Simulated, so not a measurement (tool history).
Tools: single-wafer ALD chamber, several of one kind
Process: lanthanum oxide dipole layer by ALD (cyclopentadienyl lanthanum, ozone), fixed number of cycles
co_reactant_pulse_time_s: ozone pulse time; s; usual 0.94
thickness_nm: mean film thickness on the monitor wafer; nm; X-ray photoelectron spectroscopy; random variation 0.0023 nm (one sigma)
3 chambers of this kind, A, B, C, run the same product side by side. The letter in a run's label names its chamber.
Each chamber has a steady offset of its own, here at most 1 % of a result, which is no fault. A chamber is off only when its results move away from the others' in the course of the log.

| run | hour | co_reactant_pulse_time_s | read-back reference wafer on the same gauge, thickness_nm | thickness_nm |
|---|---|---|---|---|
| 1C | 6.4 | 0.94 | 0.44098 | 0.49067 |
| 2B | 14.7 | 0.94 | 0.44138 | 0.49057 |
| 3A | 19.8 | 0.94 | 0.44095 | 0.48474 |
| 4A | 25.8 | 0.94 | 0.44082 | 0.48709 |
| 5C | 32.5 | 0.94 | 0.44102 | 0.48641 |
| 6B | 41.2 | 0.94 | 0.44130 | 0.48076 |
| 7A | 47.3 | 1.26 | 0.44088 | 0.53114 |
| 8C | 52.5 | 1.26 | 0.44073 | 0.53228 |
| 9B | 62.5 | 1.26 | 0.44109 | 0.52503 |
| 10A | 70.5 | 0.94 | 0.44146 | 0.48897 |
| 11B | 76.7 | 0.72 | 0.44097 | 0.42703 |
| 12C | 81.5 | 0.72 | 0.44025 | 0.44378 |
| 13B | 85.9 | 0.72 | 0.44123 | 0.42387 |
| 14C | 95.6 | 0.94 | 0.44092 | 0.48764 |
| 15A | 105.2 | 0.94 | 0.44099 | 0.48455 |
| 16A | 110.0 | 0.94 | 0.44086 | 0.48435 |
| 17B | 117.3 | 0.94 | 0.44072 | 0.47029 |
| 18C | 124.2 | 1.25 | 0.44075 | 0.53069 |
| 19A | 130.7 | 1.25 | 0.44079 | 0.52257 |
| 20C | 139.8 | 1.25 | 0.44129 | 0.53077 |
| 21B | 146.6 | 0.94 | 0.44124 | 0.46337 |
| 22B | 153.7 | 0.94 | 0.44103 | 0.46084 |
| 23C | 162.1 | 0.94 | 0.44088 | 0.48994 |
| 24A | 170.0 | 0.94 | 0.44103 | 0.48718 |

What goes on in this fleet: one chamber off, a drifting gauge, or nothing beyond the chambers' own small offsets? Name the chamber and the cause, if any.

Chamber B drifts away from the others.
Cause: ozone dose below that of a generator just serviced (%) = 15.8.

Here are 4 candidates for chamber B's next run, each the usual settings with a change, their results left as question marks. Which one brings its results back in line with what the others give on the usual settings?
In line means no further than this from the other chambers' mean on the usual settings: thickness_nm 0.00800 nm
| 25B-1 | 177.2 | 1.12 |  | ? |
| 25B-2 | 177.2 | 0.99 |  | ? |
| 25B-3 | 177.2 | 0.81 |  | ? |
| 25B-4 | 177.2 | 0.89 |  | ? |

The other chambers' mean on the usual settings: thickness_nm 0.48815 nm
| run | thickness_nm |
|---|---|
| 25B-1 | 0.48721 |
| 25B-2 | 0.46578 |
| 25B-3 | 0.42712 |
| 25B-4 | 0.44576 |
25B-1 brings the chamber back in line.

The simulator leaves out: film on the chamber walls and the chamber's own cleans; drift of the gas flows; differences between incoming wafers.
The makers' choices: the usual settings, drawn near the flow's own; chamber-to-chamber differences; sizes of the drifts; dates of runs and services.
